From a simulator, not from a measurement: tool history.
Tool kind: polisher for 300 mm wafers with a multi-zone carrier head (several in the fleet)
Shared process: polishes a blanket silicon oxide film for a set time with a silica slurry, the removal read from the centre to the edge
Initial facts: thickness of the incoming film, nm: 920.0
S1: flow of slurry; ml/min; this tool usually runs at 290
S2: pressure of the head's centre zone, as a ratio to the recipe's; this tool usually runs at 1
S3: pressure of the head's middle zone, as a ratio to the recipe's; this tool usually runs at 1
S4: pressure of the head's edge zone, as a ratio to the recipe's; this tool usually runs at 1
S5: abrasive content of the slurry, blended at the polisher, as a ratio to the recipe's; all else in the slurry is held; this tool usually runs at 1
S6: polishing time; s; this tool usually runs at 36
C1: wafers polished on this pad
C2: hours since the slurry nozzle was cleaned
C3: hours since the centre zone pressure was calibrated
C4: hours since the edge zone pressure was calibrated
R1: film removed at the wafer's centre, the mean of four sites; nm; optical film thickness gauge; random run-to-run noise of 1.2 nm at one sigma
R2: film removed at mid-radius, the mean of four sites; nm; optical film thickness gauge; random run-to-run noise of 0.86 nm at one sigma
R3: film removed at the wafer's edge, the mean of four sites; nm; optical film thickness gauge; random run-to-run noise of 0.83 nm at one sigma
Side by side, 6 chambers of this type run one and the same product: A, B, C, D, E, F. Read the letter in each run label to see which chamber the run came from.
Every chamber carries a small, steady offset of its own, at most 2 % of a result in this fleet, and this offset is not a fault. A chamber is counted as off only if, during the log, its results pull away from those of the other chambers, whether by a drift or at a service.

-- day=0.017 chamber F: centre zone pressure recalibrated
run 1E day=0.133 | S1=290 S2=1 S3=1 S4=1 S5=1 S6=36 | C1=804 C2=399.2 C3=193.8 C4=392.4 | R1=83.175 R2=81.565 R3=80.883
run 2F day=0.3 | S1=290 S2=1 S3=1 S4=1 S5=1 S6=36 | C1=92 C2=52.4 C3=6.9 C4=705.6 | R1=84.39 R2=82.433 R3=84.159
run 3C day=0.517 | S1=290 S2=1 S3=1 S4=1 S5=1 S6=36 | C1=197 C2=265.3 C3=686.2 C4=354.2 | R1=82.446 R2=83.198 R3=82.554
-- day=0.538 chamber B: worn pad replaced by a new one
run 4D day=0.688 | S1=290 S2=1 S3=1 S4=1 S5=1 S6=36 | C1=641 C2=636.2 C3=467.3 C4=950 | R1=82.325 R2=82.059 R3=81.973
run 5A day=0.804 | S1=290 S2=1 S3=1 S4=1 S5=1 S6=36 | C1=546 C2=354.2 C3=585.3 C4=376.2 | R1=84.056 R2=84.058 R3=82.497
-- day=0.9 chamber E: worn pad replaced by a new one
run 6B day=0.983 | S1=290 S2=1 S3=1 S4=1 S5=1 S6=36 | C1=81 C2=300.6 C3=122.8 C4=1086.6 | R1=81.602 R2=83.206 R3=83.219
-- day=1.067 chamber D: worn pad replaced by a new one
run 7C day=1.217 | S1=290 S2=1 S3=1 S4=1 S5=1 S6=48 | C1=324 C2=282.1 C3=703 C4=371 | R1=107.19 R2=110.02 R3=107.86
run 8B day=1.346 | S1=290 S2=1 S3=1 S4=1 S5=1 S6=48 | C1=147 C2=309.3 C3=131.5 C4=1095.3 | R1=111.48 R2=109.4 R3=112.04
run 9F day=1.517 | S1=290 S2=1 S3=1 S4=1 S5=1 S6=48 | C1=313 C2=81.6 C3=36.1 C4=734.8 | R1=110.43 R2=108.38 R3=111.42
run 10A day=1.725 | S1=290 S2=1 S3=1 S4=1 S5=1 S6=48 | C1=713 C2=376.3 C3=607.4 C4=398.3 | R1=110.25 R2=110.14 R3=109.32
-- day=1.767 chamber A: slurry nozzle cleaned
run 11D day=1.883 | S1=290 S2=1 S3=1 S4=1 S5=1 S6=48 | C1=148 C2=664.9 C3=496 C4=978.7 | R1=108.51 R2=110.4 R3=109.88
run 12E day=2.104 | S1=290 S2=1 S3=1 S4=1 S5=1 S6=48 | C1=218 C2=446.5 C3=241.1 C4=439.7 | R1=110.45 R2=109.99 R3=108.91
run 13E day=2.242 | S1=290 S2=1 S3=0.94 S4=1 S5=1.25 S6=36 | C1=243 C2=449.8 C3=244.4 C4=443 | R1=93.313 R2=85.863 R3=90.582
run 14D day=2.45 | S1=290 S2=1 S3=0.94 S4=1 S5=1.25 S6=36 | C1=251 C2=678.5 C3=509.6 C4=992.3 | R1=90.702 R2=84.734 R3=91.154
-- day=2.621 chamber D: slurry nozzle cleaned
run 15F day=2.629 | S1=290 S2=1 S3=0.94 S4=1 S5=1.25 S6=36 | C1=515 C2=108.3 C3=62.8 C4=761.5 | R1=90.152 R2=86.089 R3=92.738
run 16B day=2.862 | S1=290 S2=1 S3=0.94 S4=1 S5=1.25 S6=36 | C1=422 C2=345.7 C3=167.9 C4=1131.7 | R1=91.248 R2=86.578 R3=92.882
-- day=3.054 chamber E: edge zone pressure recalibrated
run 17A day=3.1 | S1=290 S2=1 S3=0.94 S4=1 S5=1.25 S6=36 | C1=963 C2=32.1 C3=640.4 C4=431.3 | R1=87.955 R2=85.382 R3=88.529
run 18C day=3.225 | S1=290 S2=1 S3=0.94 S4=1 S5=1.25 S6=36 | C1=689 C2=330.3 C3=751.2 C4=419.2 | R1=89.746 R2=86.266 R3=89.875
run 19C day=3.358 | S1=290 S2=1 S3=1 S4=1 S5=1 S6=36 | C1=713 C2=333.5 C3=754.4 C4=422.4 | R1=80.115 R2=83.694 R3=82.956
-- day=3.433 chamber F: worn pad replaced by a new one
run 20D day=3.496 | S1=290 S2=1 S3=1 S4=1 S5=1 S6=36 | C1=441 C2=21.1 C3=534.7 C4=1017.4 | R1=83.987 R2=81.397 R3=82.828
run 21B day=3.671 | S1=290 S2=1 S3=1 S4=1 S5=1 S6=36 | C1=569 C2=365.1 C3=187.3 C4=1151.1 | R1=83.101 R2=82.765 R3=83.528
run 22E day=3.917 | S1=290 S2=1 S3=1 S4=1 S5=1 S6=36 | C1=547 C2=490 C3=284.6 C4=20.7 | R1=80.828 R2=82.943 R3=81.661
run 23A day=4.112 | S1=200 S2=1 S3=1 S4=1 S5=1.2 S6=36 | C1=1147 C2=56.4 C3=664.7 C4=455.6 | R1=80.844 R2=82.532 R3=81.251
run 24F day=4.225 | S1=200 S2=1 S3=1 S4=1 S5=1.2 S6=36 | C1=144 C2=146.6 C3=101.1 C4=799.8 | R1=84.797 R2=85.191 R3=89.114
run 25E day=4.475 | S1=200 S2=1 S3=1 S4=1 S5=1.2 S6=36 | C1=649 C2=503.4 C3=298 C4=34.1 | R1=86.022 R2=85.351 R3=86.13
-- day=4.633 chamber C: slurry nozzle cleaned
run 26D day=4.725 | S1=200 S2=1 S3=1 S4=1 S5=1.2 S6=36 | C1=664 C2=50.6 C3=564.2 C4=1046.9 | R1=84.897 R2=84.82 R3=86.863
-- day=4.933 chamber D: worn pad replaced by a new one
run 27B day=4.971 | S1=200 S2=1 S3=1 S4=1 S5=1.2 S6=36 | C1=805 C2=396.3 C3=218.5 C4=1182.3 | R1=85.383 R2=85.926 R3=85.125
-- day=5.112 chamber C: worn pad replaced by a new one
run 28F day=5.217 | S1=200 S2=1 S3=1 S4=1 S5=1.2 S6=36 | C1=324 C2=170.4 C3=124.9 C4=823.6 | R1=82.487 R2=85.151 R3=88.574
run 29A day=5.354 | S1=290 S2=1 S3=1 S4=1 S5=1 S6=36 | C1=1372 C2=86.2 C3=694.5 C4=485.4 | R1=75.411 R2=76.009 R3=76.172
run 30C day=5.562 | S1=290 S2=1 S3=0.93 S4=1 S5=1 S6=44 | C1=81 C2=22.3 C3=807.3 C4=475.3 | R1=100.12 R2=95.341 R3=101.7
run 31C day=5.729 | S1=290 S2=1 S3=0.93 S4=1 S5=1 S6=44 | C1=112 C2=26.3 C3=811.3 C4=479.3 | R1=99.242 R2=94.107 R3=102.09
run 32E day=5.975 | S1=290 S2=1 S3=0.93 S4=1 S5=1 S6=44 | C1=921 C2=539.4 C3=334 C4=70.1 | R1=102.7 R2=93.558 R3=100.36
run 33F day=6.117 | S1=290 S2=1 S3=0.93 S4=1 S5=1 S6=44 | C1=487 C2=192 C3=146.5 C4=845.2 | R1=96.179 R2=93.555 R3=101.29
-- day=6.179 chamber F: edge zone pressure recalibrated
run 34A day=6.367 | S1=290 S2=1 S3=0.93 S4=1 S5=1 S6=44 | C1=1556 C2=110.5 C3=718.8 C4=509.7 | R1=88.181 R2=85.754 R3=90.135
run 35D day=6.483 | S1=290 S2=1 S3=0.93 S4=1 S5=1 S6=44 | C1=281 C2=92.8 C3=606.4 C4=1089.1 | R1=101.61 R2=92.593 R3=99.779
-- day=6.533 chamber C: centre zone pressure recalibrated
-- day=6.646 chamber B: worn pad replaced by a new one
-- day=6.692 chamber F: worn pad replaced by a new one
run 36B day=6.717 | S1=290 S2=1 S3=1 S4=1 S5=1 S6=36 | C1=13 C2=438.2 C3=260.4 C4=1224.2 | R1=81.137 R2=82.512 R3=82.747
-- day=6.825 chamber E: worn pad replaced by a new one
run 37B day=6.954 | S1=290 S2=1 S3=1 S4=1 S5=1 S6=36 | C1=56 C2=443.9 C3=266.1 C4=1229.9 | R1=83.322 R2=84.063 R3=84.587
-- day=7.025 chamber E: slurry nozzle cleaned
run 38C day=7.133 | S1=290 S2=1 S3=1 S4=1 S5=1 S6=36 | C1=367 C2=60 C3=14.5 C4=513 | R1=80.483 R2=83.038 R3=82.702
run 39F day=7.338 | S1=290 S2=1 S3=1 S4=1 S5=1 S6=36 | C1=117 C2=221.3 C3=175.8 C4=27.9 | R1=81.257 R2=83.357 R3=82.569
run 40E day=7.45 | S1=290 S2=1 S3=1 S4=1 S5=1 S6=36 | C1=114 C2=10.3 C3=369.4 C4=105.5 | R1=82.318 R2=83.389 R3=81.975

Next, all 6 chambers run the settings below, one line each with question marks for the results. What does each chamber give?
run 41A day=7.638 | S1=290 S2=0.91 S3=1 S4=1 S5=1 S6=36 | R1=? R2=? R3=?
run 41B day=7.638 | S1=290 S2=0.91 S3=1 S4=1 S5=1 S6=36 | R1=? R2=? R3=?
run 41C day=7.638 | S1=290 S2=0.91 S3=1 S4=1 S5=1 S6=36 | R1=? R2=? R3=?
run 41D day=7.638 | S1=290 S2=0.91 S3=1 S4=1 S5=1 S6=36 | R1=? R2=? R3=?
run 41E day=7.638 | S1=290 S2=0.91 S3=1 S4=1 S5=1 S6=36 | R1=? R2=? R3=?
run 41F day=7.638 | S1=290 S2=0.91 S3=1 S4=1 S5=1 S6=36 | R1=? R2=? R3=?

run=41A R1=63.857 R2=72.177 R3=72.977
run=41B R1=74.153 R2=83.681 R3=84.208
run=41C R1=73.677 R2=83.162 R3=83.536
run=41D R1=73.965 R2=81.585 R3=82.817
run=41E R1=77.029 R2=82.092 R3=82.039
run=41F R1=74.553 R2=82.305 R3=84.802
